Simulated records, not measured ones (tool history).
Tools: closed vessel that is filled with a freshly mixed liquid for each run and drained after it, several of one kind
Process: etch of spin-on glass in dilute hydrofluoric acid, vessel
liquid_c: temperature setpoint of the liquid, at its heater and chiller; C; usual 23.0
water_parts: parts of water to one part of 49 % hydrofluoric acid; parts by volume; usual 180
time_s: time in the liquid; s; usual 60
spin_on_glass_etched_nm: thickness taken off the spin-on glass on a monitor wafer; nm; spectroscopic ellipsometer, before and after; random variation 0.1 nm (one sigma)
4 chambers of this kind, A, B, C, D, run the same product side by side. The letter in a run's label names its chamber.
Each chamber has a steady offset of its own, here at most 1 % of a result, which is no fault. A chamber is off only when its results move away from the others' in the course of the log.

run,hour,liquid_c,water_parts,time_s,hours since the thermometer was replaced,hours since the hydrofluoric acid flow meter was replaced,"read-back film thickness of the spin-on glass reference wafer, read on the same gauge (nm)",spin_on_glass_etched_nm
1A,4.5,23.0,180,60,61.2,384.1,90.019,11.6800
2D,8.1,23.0,180,60,275.8,844.9,89.974,11.7420
3B,12.3,23.0,180,60,289.6,1487.2,89.991,11.4020
4C,16.5,23.0,180,60,711.0,167.6,89.978,11.6050
5C,21.0,23.0,180,60,715.5,172.1,90.005,11.7320
6A,24.4,23.0,150,45,81.1,404.0,89.988,10.8870
7D,27.3,23.0,150,45,295.0,864.1,89.999,10.8920
8B,30.2,23.0,150,45,307.5,1505.1,90.002,10.7730
9B,33.8,23.0,150,45,311.1,1508.7,89.996,10.8590
10C,37.9,23.0,180,60,732.4,189.0,90.003,11.6120
11A,40.7,19.5,180,60,97.4,420.3,90.029,10.1580
12D,44.1,19.5,180,60,311.8,880.9,89.999,10.1710
13D,46.3,19.5,180,60,314.0,883.1,90.018,10.3000
14C,49.6,19.5,180,60,744.1,200.7,90.003,10.1140
15A,54.3,23.0,180,60,111.0,433.9,89.995,11.4810
16B,57.6,23.0,210,60,334.9,1532.5,89.978,9.5511
17A,62.4,23.0,210,60,119.1,442.0,89.991,9.6642
18D,66.0,23.0,210,60,333.7,902.8,89.993,9.8791
19B,70.9,23.0,210,60,348.2,1545.8,90.011,9.5769
20C,75.2,23.0,180,60,769.7,226.3,90.020,11.3730
21D,78.5,25.0,180,60,346.2,915.3,89.989,12.7290
22A,82.3,25.0,180,60,139.0,461.9,89.996,12.3980
23C,86.9,25.0,180,60,781.4,238.0,89.967,12.5960
24B,90.2,25.0,180,60,367.5,1565.1,90.007,12.2610
25B,94.9,23.0,180,60,372.2,1569.8,90.026,11.5810
26C,99.1,23.0,180,60,793.6,250.2,89.980,11.5790
27D,101.9,23.0,180,60,369.6,938.7,90.001,11.8390
28A,105.4,23.0,180,60,162.1,485.0,90.010,11.6890
29A,108.0,23.0,180,60,164.7,487.6,90.013,11.7400
30B,110.5,23.0,180,60,387.8,1585.4,90.017,11.5040
31C,112.9,23.0,180,60,807.4,264.0,90.000,11.5680
32D,116.5,23.0,225,90,384.2,953.3,89.985,13.5370
33C,119.6,23.0,225,90,814.1,270.7,89.976,13.0010
34A,122.3,23.0,225,90,179.0,501.9,90.008,13.5730
35D,124.7,23.0,225,90,392.4,961.5,90.013,13.3960
36B,127.6,23.0,180,60,404.9,1602.5,89.996,11.6630

Next, every chamber runs the same settings. What will each give?
37A,131.1,23.0,180,60,,,,?
37B,131.1,23.0,180,60,,,,?
37C,131.1,23.0,180,60,,,,?
37D,131.1,23.0,180,60,,,,?

run,spin_on_glass_etched_nm
37A,11.5940
37B,11.6620
37C,11.5160
37D,11.7060
